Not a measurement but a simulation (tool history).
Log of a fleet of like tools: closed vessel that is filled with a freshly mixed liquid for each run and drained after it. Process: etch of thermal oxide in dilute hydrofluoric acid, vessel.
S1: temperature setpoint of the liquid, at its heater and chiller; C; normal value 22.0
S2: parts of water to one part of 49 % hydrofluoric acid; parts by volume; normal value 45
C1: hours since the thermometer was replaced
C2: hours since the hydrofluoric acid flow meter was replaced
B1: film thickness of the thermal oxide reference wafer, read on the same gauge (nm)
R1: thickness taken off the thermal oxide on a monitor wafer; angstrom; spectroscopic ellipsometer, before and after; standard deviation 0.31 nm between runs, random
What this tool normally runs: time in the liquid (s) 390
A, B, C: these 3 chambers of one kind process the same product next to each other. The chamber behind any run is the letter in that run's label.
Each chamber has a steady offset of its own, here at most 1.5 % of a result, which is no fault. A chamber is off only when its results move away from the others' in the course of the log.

Run 1C, hour 6.4: usual settings; C1 753.4; C2 52.3; B1 89.993. Result: R1 411.07 angstrom.
Run 2A, hour 16.7: usual settings; C1 636.6; C2 219.5; B1 89.993. Result: R1 416.38 angstrom.
Run 3B, hour 25.0: usual settings; C1 693.4; C2 1520.6; B1 89.995. Result: R1 419.24 angstrom.
Run 4C, hour 30.9: usual settings; C1 777.9; C2 76.8; B1 90.000. Result: R1 409.39 angstrom.
Run 5B, hour 38.1: usual settings; C1 706.5; C2 1533.7; B1 89.991. Result: R1 423.84 angstrom.
Run 6A, hour 45.8: usual settings; C1 665.7; C2 248.6; B1 89.994. Result: R1 411.77 angstrom.
At hour 47.6: chamber A: thermometer replaced.
Run 7C, hour 55.4: usual settings; C1 802.4; C2 101.3; B1 90.016. Result: R1 409.02 angstrom.
Run 8A, hour 66.1: usual settings; C1 18.6; C2 268.9; B1 89.974. Result: R1 418.19 angstrom.
Run 9B, hour 74.7: usual settings; C1 743.1; C2 1570.3; B1 89.996. Result: R1 420.66 angstrom.
Run 10A, hour 80.0: usual settings; C1 32.5; C2 282.8; B1 89.998. Result: R1 410.82 angstrom.
Run 11C, hour 89.8: usual settings; C1 836.8; C2 135.7; B1 89.988. Result: R1 416.12 angstrom.
Run 12B, hour 97.4: usual settings; C1 765.8; C2 1593.0; B1 89.995. Result: R1 413.61 angstrom.
Run 13B, hour 107.5: usual settings but S1 23.5 C, time in the liquid (s) 190; C1 775.9; C2 1603.1; B1 89.989. Result: R1 215.77 angstrom.
Run 14C, hour 113.0: usual settings but S1 23.5 C, time in the liquid (s) 190; C1 860.0; C2 158.9; B1 90.008. Result: R1 213.98 angstrom.
Run 15A, hour 122.8: usual settings but S1 23.5 C, time in the liquid (s) 190; C1 75.3; C2 325.6; B1 90.021. Result: R1 215.90 angstrom.
Run 16A, hour 128.1: usual settings; C1 80.6; C2 330.9; B1 89.986. Result: R1 418.72 angstrom.
Run 17C, hour 137.2: usual settings; C1 884.2; C2 183.1; B1 89.988. Result: R1 410.20 angstrom.
Run 18B, hour 147.9: usual settings; C1 816.3; C2 1643.5; B1 90.004. Result: R1 401.05 angstrom.
Run 19C, hour 153.7: usual settings; C1 900.7; C2 199.6; B1 90.006. Result: R1 411.28 angstrom.
Run 20B, hour 159.3: usual settings; C1 827.7; C2 1654.9; B1 89.985. Result: R1 395.62 angstrom.
Run 21A, hour 165.0: usual settings; C1 117.5; C2 367.8; B1 90.016. Result: R1 414.19 angstrom.
Run 22C, hour 176.4: usual settings; C1 923.4; C2 222.3; B1 90.003. Result: R1 412.43 angstrom.

What goes on in this fleet: one chamber off, a drifting gauge, or nothing beyond the chambers' own small offsets? Name the chamber and the cause, if any.

One chamber, B, drifts off from the rest bit by bit.
Most likely cause: liquid colder than its thermometer reads (K) = 1.43.
Not necessarily distinguishable in this log from: hydrofluoric acid flow below the setpoint (%).

Here are 4 candidates for chamber B's next run, each the usual settings with a change, their results left as question marks. Which one brings its results back in line with what the others give on the usual settings?
In-line tolerance around the mean of the other chambers on the usual settings: R1 11.00 angstrom
Run 23B-1, hour 184.7: usual settings but S1 24.0 C. Result: R1 ?.
Run 23B-2, hour 184.7: usual settings but time in the liquid (s) 360. Result: R1 ?.
Run 23B-3, hour 184.7: usual settings but time in the liquid (s) 375. Result: R1 ?.
Run 23B-4, hour 184.7: usual settings but time in the liquid (s) 405. Result: R1 ?.

The other chambers' mean on the usual settings: R1 413.06 angstrom
  run      R1
23B-1  427.76
23B-2  363.12
23B-3  378.25
23B-4  408.51
23B-4 is the one that brings the chamber's results back in line with the other chambers.
